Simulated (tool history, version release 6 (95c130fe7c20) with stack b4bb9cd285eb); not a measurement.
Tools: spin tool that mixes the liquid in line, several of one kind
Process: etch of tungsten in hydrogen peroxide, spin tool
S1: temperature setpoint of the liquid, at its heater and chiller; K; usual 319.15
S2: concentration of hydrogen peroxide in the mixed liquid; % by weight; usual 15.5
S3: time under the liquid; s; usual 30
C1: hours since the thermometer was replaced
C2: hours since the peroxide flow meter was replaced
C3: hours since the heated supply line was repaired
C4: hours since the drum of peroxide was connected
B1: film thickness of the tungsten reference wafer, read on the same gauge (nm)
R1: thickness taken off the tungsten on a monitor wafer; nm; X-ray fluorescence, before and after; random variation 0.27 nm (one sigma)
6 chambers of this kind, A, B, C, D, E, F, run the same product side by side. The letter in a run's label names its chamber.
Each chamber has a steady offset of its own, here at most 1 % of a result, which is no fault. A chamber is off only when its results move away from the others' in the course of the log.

{"hour": 12.9, "done": "chamber A: heated supply line repaired"}
{"run": "1A", "hour": 13.0, "S1": 319.15, "S2": 15.5, "S3": 30, "C1": 673.6, "C2": 367.8, "C3": 0.2, "C4": 590.8, "B1": 99.979, "R1": 31.635}
{"run": "2B", "hour": 27.8, "S1": 319.15, "S2": 15.5, "S3": 30, "C1": 1289.8, "C2": 824.4, "C3": 1700.8, "C4": 92.0, "B1": 100.01, "R1": 31.262}
{"run": "3E", "hour": 40.5, "S1": 319.15, "S2": 15.5, "S3": 30, "C1": 1030.8, "C2": 994.2, "C3": 1646.4, "C4": 808.9, "B1": 99.976, "R1": 31.123}
{"hour": 48.6, "done": "chamber F: heated supply line repaired"}
{"run": "4F", "hour": 51.6, "S1": 319.15, "S2": 15.5, "S3": 30, "C1": 595.0, "C2": 1037.8, "C3": 3.0, "C4": 152.9, "B1": 100.01, "R1": 31.122}
{"run": "5C", "hour": 64.5, "S1": 319.15, "S2": 15.5, "S3": 30, "C1": 417.1, "C2": 709.0, "C3": 805.0, "C4": 543.5, "B1": 100.01, "R1": 30.974}
{"run": "6D", "hour": 77.0, "S1": 314.15, "S2": 12.5, "S3": 30, "C1": 535.9, "C2": 207.6, "C3": 631.1, "C4": 1140.8, "B1": 99.991, "R1": 20.018}
{"hour": 86.6, "done": "chamber D: heated supply line repaired"}
{"run": "7B", "hour": 87.5, "S1": 314.15, "S2": 12.5, "S3": 30, "C1": 1349.5, "C2": 884.1, "C3": 1760.5, "C4": 151.7, "B1": 100.01, "R1": 20.316}
{"run": "8C", "hour": 95.2, "S1": 314.15, "S2": 12.5, "S3": 30, "C1": 447.8, "C2": 739.7, "C3": 835.7, "C4": 574.2, "B1": 99.999, "R1": 20.478}
{"hour": 97.5, "done": "chamber A: peroxide flow meter replaced"}
{"run": "9A", "hour": 102.4, "S1": 314.15, "S2": 12.5, "S3": 30, "C1": 763.0, "C2": 4.9, "C3": 89.6, "C4": 680.2, "B1": 99.997, "R1": 20.528}
{"run": "10D", "hour": 116.8, "S1": 314.15, "S2": 12.5, "S3": 30, "C1": 575.7, "C2": 247.4, "C3": 30.2, "C4": 1180.6, "B1": 100.02, "R1": 20.255}
{"run": "11F", "hour": 126.7, "S1": 314.15, "S2": 12.5, "S3": 30, "C1": 670.1, "C2": 1112.9, "C3": 78.1, "C4": 228.0, "B1": 99.997, "R1": 20.612}
{"hour": 138.8, "done": "chamber E: new drum of peroxide connected"}
{"run": "12E", "hour": 142.0, "S1": 319.15, "S2": 15.5, "S3": 30, "C1": 1132.3, "C2": 1095.7, "C3": 1747.9, "C4": 3.3, "B1": 100.01, "R1": 30.916}
{"run": "13E", "hour": 157.1, "S1": 319.15, "S2": 15.5, "S3": 30, "C1": 1147.4, "C2": 1110.8, "C3": 1763.0, "C4": 18.4, "B1": 100.01, "R1": 31.289}
{"run": "14C", "hour": 166.4, "S1": 319.15, "S2": 15.5, "S3": 30, "C1": 519.0, "C2": 810.9, "C3": 906.9, "C4": 645.4, "B1": 99.987, "R1": 30.94}
{"run": "15D", "hour": 174.9, "S1": 319.15, "S2": 15.5, "S3": 30, "C1": 633.8, "C2": 305.5, "C3": 88.3, "C4": 1238.7, "B1": 100.01, "R1": 30.01}
{"run": "16F", "hour": 187.1, "S1": 319.15, "S2": 15.5, "S3": 30, "C1": 730.5, "C2": 1173.3, "C3": 138.5, "C4": 288.4, "B1": 100.01, "R1": 31.334}
{"run": "17B", "hour": 197.1, "S1": 319.15, "S2": 15.5, "S3": 30, "C1": 1459.1, "C2": 993.7, "C3": 1870.1, "C4": 261.3, "B1": 99.998, "R1": 31.531}
{"run": "18A", "hour": 207.6, "S1": 319.15, "S2": 15.5, "S3": 30, "C1": 868.2, "C2": 110.1, "C3": 194.8, "C4": 785.4, "B1": 99.998, "R1": 31.444}
{"run": "19D", "hour": 217.7, "S1": 319.15, "S2": 15.5, "S3": 30, "C1": 676.6, "C2": 348.3, "C3": 131.1, "C4": 1281.5, "B1": 99.995, "R1": 30.029}
{"run": "20B", "hour": 225.7, "S1": 319.15, "S2": 15.5, "S3": 30, "C1": 1487.7, "C2": 1022.3, "C3": 1898.7, "C4": 289.9, "B1": 100.01, "R1": 31.529}
{"run": "21C", "hour": 236.7, "S1": 319.15, "S2": 15.5, "S3": 30, "C1": 589.3, "C2": 881.2, "C3": 977.2, "C4": 715.7, "B1": 100.0, "R1": 31.018}
{"run": "22A", "hour": 252.0, "S1": 319.15, "S2": 15.5, "S3": 30, "C1": 912.6, "C2": 154.5, "C3": 239.2, "C4": 829.8, "B1": 100.01, "R1": 30.476}
{"run": "23E", "hour": 262.1, "S1": 319.15, "S2": 15.5, "S3": 30, "C1": 1252.4, "C2": 1215.8, "C3": 1868.0, "C4": 123.4, "B1": 100.01, "R1": 31.161}
{"hour": 266.4, "done": "chamber D: peroxide flow meter replaced"}
{"run": "24F", "hour": 269.1, "S1": 319.15, "S2": 15.5, "S3": 30, "C1": 812.5, "C2": 1255.3, "C3": 220.5, "C4": 370.4, "B1": 100.0, "R1": 31.324}
{"run": "25F", "hour": 283.1, "S1": 319.15, "S2": 15.5, "S3": 30, "C1": 826.5, "C2": 1269.3, "C3": 234.5, "C4": 384.4, "B1": 100.01, "R1": 31.563}
{"run": "26B", "hour": 290.6, "S1": 319.15, "S2": 15.5, "S3": 30, "C1": 1552.6, "C2": 1087.2, "C3": 1963.6, "C4": 354.8, "B1": 99.996, "R1": 31.465}
{"hour": 294.5, "done": "chamber C: thermometer replaced"}
{"run": "27A", "hour": 304.4, "S1": 319.15, "S2": 15.5, "S3": 30, "C1": 965.0, "C2": 206.9, "C3": 291.6, "C4": 882.2, "B1": 100.01, "R1": 30.655}
{"run": "28E", "hour": 314.2, "S1": 319.15, "S2": 15.5, "S3": 30, "C1": 1304.5, "C2": 1267.9, "C3": 1920.1, "C4": 175.5, "B1": 100.01, "R1": 31.041}
{"run": "29C", "hour": 325.5, "S1": 319.15, "S2": 15.5, "S3": 30, "C1": 31.0, "C2": 970.0, "C3": 1066.0, "C4": 804.5, "B1": 99.977, "R1": 30.865}
{"hour": 328.4, "done": "chamber A: new drum of peroxide connected"}
{"run": "30D", "hour": 337.0, "S1": 319.15, "S2": 15.5, "S3": 30, "C1": 795.9, "C2": 70.6, "C3": 250.4, "C4": 1400.8, "B1": 100.02, "R1": 28.057}
{"run": "31A", "hour": 347.6, "S1": 319.15, "S2": 15.5, "S3": 30, "C1": 1008.2, "C2": 250.1, "C3": 334.8, "C4": 19.2, "B1": 99.986, "R1": 31.291}
{"run": "32B", "hour": 355.1, "S1": 319.15, "S2": 15.5, "S3": 30, "C1": 1617.1, "C2": 1151.7, "C3": 2028.1, "C4": 419.3, "B1": 99.996, "R1": 31.127}
{"run": "33E", "hour": 368.6, "S1": 319.15, "S2": 15.5, "S3": 30, "C1": 1358.9, "C2": 1322.3, "C3": 1974.5, "C4": 229.9, "B1": 100.0, "R1": 31.17}
{"run": "34F", "hour": 382.2, "S1": 319.15, "S2": 15.5, "S3": 30, "C1": 925.6, "C2": 1368.4, "C3": 333.6, "C4": 483.5, "B1": 99.994, "R1": 31.57}
{"run": "35C", "hour": 390.9, "S1": 319.15, "S2": 15.5, "S3": 30, "C1": 96.4, "C2": 1035.4, "C3": 1131.4, "C4": 869.9, "B1": 100.0, "R1": 30.962}
{"run": "36D", "hour": 402.5, "S1": 319.15, "S2": 15.5, "S3": 30, "C1": 861.4, "C2": 136.1, "C3": 315.9, "C4": 1466.3, "B1": 100.0, "R1": 27.913}

What goes on in this fleet: one chamber off, a drifting gauge, or nothing beyond the chambers' own small offsets? Name the chamber and the cause, if any.

Chamber D drifts away from the others.
Cause: liquid colder than its thermometer reads (K) = 1.93.
The log may not tell that from: temperature lost on the way to the wafer (K).

Here are 4 candidates for chamber D's next run, each the usual settings with a change, their results left as question marks. Which one brings its results back in line with what the others give on the usual settings?
In line means no further than this from the other chambers' mean on the usual settings: R1 0.940 nm
{"run": "37D-1", "hour": 413.5, "S1": 319.15, "S2": 12.0, "S3": 30, "R1": "?"}
{"run": "37D-2", "hour": 413.5, "S1": 322.15, "S2": 16.0, "S3": 30, "R1": "?"}
{"run": "37D-3", "hour": 413.5, "S1": 321.15, "S2": 15.5, "S3": 30, "R1": "?"}
{"run": "37D-4", "hour": 413.5, "S1": 316.15, "S2": 15.0, "S3": 30, "R1": "?"}

The other chambers' mean on the usual settings: R1 31.196 nm
run=37D-1 R1=24.350
run=37D-2 R1=33.877
run=37D-3 R1=31.327
run=37D-4 R1=22.475
37D-3 brings the chamber back in line.
